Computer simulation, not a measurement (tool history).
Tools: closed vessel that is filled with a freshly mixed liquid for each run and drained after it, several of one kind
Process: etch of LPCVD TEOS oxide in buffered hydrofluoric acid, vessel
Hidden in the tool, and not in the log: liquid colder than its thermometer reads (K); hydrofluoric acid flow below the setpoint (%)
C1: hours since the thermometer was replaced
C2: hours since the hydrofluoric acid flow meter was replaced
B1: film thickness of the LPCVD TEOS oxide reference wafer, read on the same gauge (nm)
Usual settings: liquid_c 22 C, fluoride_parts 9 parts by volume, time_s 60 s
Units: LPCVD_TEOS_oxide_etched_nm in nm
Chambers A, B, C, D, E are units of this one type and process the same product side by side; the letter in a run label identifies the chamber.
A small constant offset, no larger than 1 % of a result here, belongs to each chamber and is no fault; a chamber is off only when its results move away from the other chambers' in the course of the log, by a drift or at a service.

Run 1C, day 0.304: usual settings; C1 1480.5; C2 1216.1; B1 100. Result: LPCVD_TEOS_oxide_etched_nm 91.743 nm.
Run 2D, day 0.558: usual settings; C1 1901; C2 38; B1 99.99. Result: LPCVD_TEOS_oxide_etched_nm 91.492 nm.
Run 3E, day 0.975: usual settings; C1 290.8; C2 193.6; B1 99.994. Result: LPCVD_TEOS_oxide_etched_nm 92.441 nm.
Run 4B, day 1.392: usual settings; C1 1916.2; C2 1859.8; B1 99.98. Result: LPCVD_TEOS_oxide_etched_nm 93.854 nm.
Run 5A, day 1.671: usual settings; C1 837.1; C2 535.9; B1 100.01. Result: LPCVD_TEOS_oxide_etched_nm 92.762 nm.
Run 6B, day 2.012: usual settings; C1 1931.1; C2 1874.7; B1 100.02. Result: LPCVD_TEOS_oxide_etched_nm 93.372 nm.
Run 7A, day 2.308: usual settings; C1 852.4; C2 551.2; B1 100.04. Result: LPCVD_TEOS_oxide_etched_nm 91.242 nm.
Run 8C, day 2.608: usual settings but liquid_c 20 C, fluoride_parts 7.5 parts by volume; C1 1535.8; C2 1271.4; B1 100.02. Result: LPCVD_TEOS_oxide_etched_nm 100.39 nm.
Run 9E, day 3.142: usual settings but liquid_c 20 C, fluoride_parts 7.5 parts by volume; C1 342.8; C2 245.6; B1 100.02. Result: LPCVD_TEOS_oxide_etched_nm 100.76 nm.
Run 10D, day 3.588: usual settings but liquid_c 20 C, fluoride_parts 7.5 parts by volume; C1 1973.7; C2 110.7; B1 100. Result: LPCVD_TEOS_oxide_etched_nm 100.84 nm.
Run 11E, day 4.138: usual settings but liquid_c 20 C, fluoride_parts 7.5 parts by volume; C1 366.7; C2 269.5; B1 100. Result: LPCVD_TEOS_oxide_etched_nm 100.45 nm.
Run 12D, day 4.488: usual settings but liquid_c 20 C, fluoride_parts 7.5 parts by volume; C1 1995.3; C2 132.3; B1 100.01. Result: LPCVD_TEOS_oxide_etched_nm 99.039 nm.
Run 13A, day 5.038: usual settings; C1 917.9; C2 616.7; B1 100. Result: LPCVD_TEOS_oxide_etched_nm 91.669 nm.
Run 14B, day 5.346: usual settings; C1 2011.1; C2 1954.7; B1 99.997. Result: LPCVD_TEOS_oxide_etched_nm 92.509 nm.
Run 15C, day 5.742: usual settings; C1 1611; C2 1346.6; B1 99.993. Result: LPCVD_TEOS_oxide_etched_nm 92.529 nm.
Run 16D, day 6.071: usual settings; C1 2033.3; C2 170.3; B1 100.01. Result: LPCVD_TEOS_oxide_etched_nm 91.983 nm.
Run 17A, day 6.342: usual settings; C1 949.2; C2 648; B1 99.969. Result: LPCVD_TEOS_oxide_etched_nm 92.283 nm.
Run 18B, day 6.779: usual settings; C1 2045.5; C2 1989.1; B1 99.987. Result: LPCVD_TEOS_oxide_etched_nm 92.709 nm.
Run 19E, day 7.062: usual settings; C1 436.9; C2 339.7; B1 100.01. Result: LPCVD_TEOS_oxide_etched_nm 91.684 nm.
At day 7.367: chamber D: thermometer replaced.
Run 20C, day 7.542: usual settings; C1 1654.2; C2 1389.8; B1 100. Result: LPCVD_TEOS_oxide_etched_nm 93.479 nm.
Run 21B, day 7.908: usual settings; C1 2072.6; C2 2016.2; B1 99.997. Result: LPCVD_TEOS_oxide_etched_nm 92.385 nm.
Run 22D, day 8.229: usual settings; C1 20.7; C2 222.1; B1 100. Result: LPCVD_TEOS_oxide_etched_nm 92.423 nm.
Run 23A, day 8.779: usual settings; C1 1007.7; C2 706.5; B1 99.991. Result: LPCVD_TEOS_oxide_etched_nm 90.728 nm.
Run 24C, day 9.275: usual settings; C1 1695.8; C2 1431.4; B1 100.01. Result: LPCVD_TEOS_oxide_etched_nm 92.358 nm.
Run 25E, day 9.775: usual settings; C1 502; C2 404.8; B1 100.01. Result: LPCVD_TEOS_oxide_etched_nm 93.586 nm.
Run 26B, day 10.288: usual settings but time_s 75 s; C1 2129.7; C2 2073.3; B1 100. Result: LPCVD_TEOS_oxide_etched_nm 117.19 nm.
Run 27A, day 10.542: usual settings but time_s 75 s; C1 1050; C2 748.8; B1 100. Result: LPCVD_TEOS_oxide_etched_nm 112.49 nm.
Run 28C, day 10.788: usual settings but time_s 75 s; C1 1732.1; C2 1467.7; B1 99.998. Result: LPCVD_TEOS_oxide_etched_nm 115.73 nm.
Run 29D, day 11.354: usual settings but time_s 75 s; C1 95.7; C2 297.1; B1 99.983. Result: LPCVD_TEOS_oxide_etched_nm 114.85 nm.
Run 30E, day 11.704: usual settings but time_s 75 s; C1 548.3; C2 451.1; B1 99.978. Result: LPCVD_TEOS_oxide_etched_nm 116.49 nm.
Run 31B, day 12.092: usual settings; C1 2173; C2 2116.6; B1 100.03. Result: LPCVD_TEOS_oxide_etched_nm 92.525 nm.
Run 32A, day 12.358: usual settings; C1 1093.6; C2 792.4; B1 99.999. Result: LPCVD_TEOS_oxide_etched_nm 89.456 nm.
Run 33C, day 12.679: usual settings; C1 1777.5; C2 1513.1; B1 99.992. Result: LPCVD_TEOS_oxide_etched_nm 92.906 nm.
At day 12.842: chamber E: thermometer replaced.
Run 34E, day 13.046: usual settings; C1 5; C2 483.3; B1 99.976. Result: LPCVD_TEOS_oxide_etched_nm 92.228 nm.
Run 35D, day 13.392: usual settings; C1 144.6; C2 346; B1 100.02. Result: LPCVD_TEOS_oxide_etched_nm 93.211 nm.
Run 36E, day 13.692: usual settings; C1 20.5; C2 498.8; B1 100.01. Result: LPCVD_TEOS_oxide_etched_nm 92.264 nm.
Run 37C, day 13.988: usual settings; C1 1808.9; C2 1544.5; B1 100.02. Result: LPCVD_TEOS_oxide_etched_nm 92.296 nm.
Run 38D, day 14.479: usual settings; C1 170.7; C2 372.1; B1 99.985. Result: LPCVD_TEOS_oxide_etched_nm 92.75 nm.
Run 39B, day 14.879: usual settings; C1 2239.9; C2 2183.5; B1 99.982. Result: LPCVD_TEOS_oxide_etched_nm 93.325 nm.

For the next run the whole fleet of 5 chambers uses the same settings. Give each chamber's results:
Run 40A, day 15.288: usual settings but time_s 40 s. Result: LPCVD_TEOS_oxide_etched_nm ?.
Run 40B, day 15.288: usual settings but time_s 40 s. Result: LPCVD_TEOS_oxide_etched_nm ?.
Run 40C, day 15.288: usual settings but time_s 40 s. Result: LPCVD_TEOS_oxide_etched_nm ?.
Run 40D, day 15.288: usual settings but time_s 40 s. Result: LPCVD_TEOS_oxide_etched_nm ?.
Run 40E, day 15.288: usual settings but time_s 40 s. Result: LPCVD_TEOS_oxide_etched_nm ?.

run  LPCVD_TEOS_oxide_etched_nm
40A                      59.147
40B                       62.05
40C                      61.893
40D                      61.729
40E                      61.359

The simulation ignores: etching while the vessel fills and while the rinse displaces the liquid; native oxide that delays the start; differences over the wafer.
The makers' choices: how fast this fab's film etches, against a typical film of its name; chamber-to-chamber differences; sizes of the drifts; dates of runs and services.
